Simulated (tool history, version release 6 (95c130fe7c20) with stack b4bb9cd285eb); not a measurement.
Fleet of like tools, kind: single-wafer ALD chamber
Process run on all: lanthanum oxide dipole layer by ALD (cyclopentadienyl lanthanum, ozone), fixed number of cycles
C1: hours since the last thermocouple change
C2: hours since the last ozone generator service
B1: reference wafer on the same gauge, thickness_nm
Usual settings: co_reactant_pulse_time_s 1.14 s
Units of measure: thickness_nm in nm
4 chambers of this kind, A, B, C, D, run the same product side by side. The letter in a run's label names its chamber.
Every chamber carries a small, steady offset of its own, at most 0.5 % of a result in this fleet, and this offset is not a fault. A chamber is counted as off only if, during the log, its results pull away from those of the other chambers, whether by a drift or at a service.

run 1B hour=6.9 | co_reactant_pulse_time_s=1.14 | C1=103.3 C2=749.4 | B1=0.52202 | thickness_nm=0.52196
run 2C hour=14.8 | co_reactant_pulse_time_s=1.14 | C1=1965.1 C2=807.1 | B1=0.52212 | thickness_nm=0.52140
run 3D hour=24.1 | co_reactant_pulse_time_s=1.14 | C1=546.8 C2=882.6 | B1=0.52219 | thickness_nm=0.52217
run 4A hour=34.9 | co_reactant_pulse_time_s=1.14 | C1=60.6 C2=1035.7 | B1=0.52239 | thickness_nm=0.51826
run 5D hour=42.3 | co_reactant_pulse_time_s=1.14 | C1=565.0 C2=900.8 | B1=0.52222 | thickness_nm=0.52190
run 6C hour=49.6 | co_reactant_pulse_time_s=1.14 | C1=1999.9 C2=841.9 | B1=0.52229 | thickness_nm=0.51787
run 7B hour=60.5 | co_reactant_pulse_time_s=1.14 | C1=156.9 C2=803.0 | B1=0.52211 | thickness_nm=0.52081
run 8A hour=72.9 | co_reactant_pulse_time_s=1.14 | C1=98.6 C2=1073.7 | B1=0.52221 | thickness_nm=0.51911
run 9B hour=81.5 | co_reactant_pulse_time_s=1.14 | C1=177.9 C2=824.0 | B1=0.52215 | thickness_nm=0.52519
run 10D hour=95.3 | co_reactant_pulse_time_s=0.97 | C1=618.0 C2=953.8 | B1=0.52201 | thickness_nm=0.49917
run 11C hour=102.3 | co_reactant_pulse_time_s=0.97 | C1=2052.6 C2=894.6 | B1=0.52223 | thickness_nm=0.49738
run 12A hour=112.1 | co_reactant_pulse_time_s=0.97 | C1=137.8 C2=1112.9 | B1=0.52196 | thickness_nm=0.49474
run 13A hour=120.9 | co_reactant_pulse_time_s=0.97 | C1=146.6 C2=1121.7 | B1=0.52181 | thickness_nm=0.49875
run 14B hour=133.3 | co_reactant_pulse_time_s=1.14 | C1=229.7 C2=875.8 | B1=0.52251 | thickness_nm=0.52023
run 15C hour=143.8 | co_reactant_pulse_time_s=1.14 | C1=2094.1 C2=936.1 | B1=0.52247 | thickness_nm=0.52255
run 16D hour=154.4 | co_reactant_pulse_time_s=1.14 | C1=677.1 C2=1012.9 | B1=0.52221 | thickness_nm=0.52124
run 17A hour=162.4 | co_reactant_pulse_time_s=1.14 | C1=188.1 C2=1163.2 | B1=0.52224 | thickness_nm=0.51643
-- hour=163.7 chamber A: ozone generator serviced
run 18C hour=172.6 | co_reactant_pulse_time_s=1.14 | C1=2122.9 C2=964.9 | B1=0.52235 | thickness_nm=0.51988
run 19D hour=180.1 | co_reactant_pulse_time_s=1.14 | C1=702.8 C2=1038.6 | B1=0.52228 | thickness_nm=0.51700
run 20B hour=187.8 | co_reactant_pulse_time_s=1.14 | C1=284.2 C2=930.3 | B1=0.52190 | thickness_nm=0.52128
run 21A hour=196.7 | co_reactant_pulse_time_s=1.14 | C1=222.4 C2=33.1 | B1=0.52201 | thickness_nm=0.52137
run 22B hour=209.3 | co_reactant_pulse_time_s=1.14 | C1=305.7 C2=951.8 | B1=0.52210 | thickness_nm=0.52217
run 23D hour=221.0 | co_reactant_pulse_time_s=1.14 | C1=743.7 C2=1079.5 | B1=0.52226 | thickness_nm=0.51733
run 24C hour=231.1 | co_reactant_pulse_time_s=1.14 | C1=2181.4 C2=1023.4 | B1=0.52160 | thickness_nm=0.52102
run 25D hour=239.8 | co_reactant_pulse_time_s=1.14 | C1=762.5 C2=1098.3 | B1=0.52137 | thickness_nm=0.51376
run 26A hour=252.6 | co_reactant_pulse_time_s=1.14 | C1=278.3 C2=89.0 | B1=0.52207 | thickness_nm=0.51990
run 27B hour=261.2 | co_reactant_pulse_time_s=1.14 | C1=357.6 C2=1003.7 | B1=0.52211 | thickness_nm=0.52309
run 28C hour=269.9 | co_reactant_pulse_time_s=1.14 | C1=2220.2 C2=1062.2 | B1=0.52197 | thickness_nm=0.51968
run 29A hour=278.2 | co_reactant_pulse_time_s=1.14 | C1=303.9 C2=114.6 | B1=0.52198 | thickness_nm=0.52034
run 30D hour=286.5 | co_reactant_pulse_time_s=1.14 | C1=809.2 C2=1145.0 | B1=0.52140 | thickness_nm=0.51262
run 31B hour=296.4 | co_reactant_pulse_time_s=1.14 | C1=392.8 C2=1038.9 | B1=0.52207 | thickness_nm=0.52184
run 32C hour=309.6 | co_reactant_pulse_time_s=0.85 | C1=2259.9 C2=1101.9 | B1=0.52191 | thickness_nm=0.47726
run 33B hour=318.8 | co_reactant_pulse_time_s=0.85 | C1=415.2 C2=1061.3 | B1=0.52186 | thickness_nm=0.47517
run 34D hour=328.6 | co_reactant_pulse_time_s=0.85 | C1=851.3 C2=1187.1 | B1=0.52181 | thickness_nm=0.46170
run 35A hour=335.9 | co_reactant_pulse_time_s=0.85 | C1=361.6 C2=172.3 | B1=0.52194 | thickness_nm=0.47268
run 36C hour=345.4 | co_reactant_pulse_time_s=1.14 | C1=2295.7 C2=1137.7 | B1=0.52128 | thickness_nm=0.52457
run 37C hour=355.6 | co_reactant_pulse_time_s=1.14 | C1=2305.9 C2=1147.9 | B1=0.52181 | thickness_nm=0.52153
run 38D hour=362.9 | co_reactant_pulse_time_s=1.14 | C1=885.6 C2=1221.4 | B1=0.52254 | thickness_nm=0.50895
run 39B hour=375.8 | co_reactant_pulse_time_s=1.14 | C1=472.2 C2=1118.3 | B1=0.52183 | thickness_nm=0.52116

Next, all 4 chambers run the settings below, one line each with question marks for the results. What does each chamber give?
run 40A hour=385.8 | co_reactant_pulse_time_s=1.14 | thickness_nm=?
run 40B hour=385.8 | co_reactant_pulse_time_s=1.14 | thickness_nm=?
run 40C hour=385.8 | co_reactant_pulse_time_s=1.14 | thickness_nm=?
run 40D hour=385.8 | co_reactant_pulse_time_s=1.14 | thickness_nm=?

run=40A thickness_nm=0.51896
run=40B thickness_nm=0.52369
run=40C thickness_nm=0.52010
run=40D thickness_nm=0.50842

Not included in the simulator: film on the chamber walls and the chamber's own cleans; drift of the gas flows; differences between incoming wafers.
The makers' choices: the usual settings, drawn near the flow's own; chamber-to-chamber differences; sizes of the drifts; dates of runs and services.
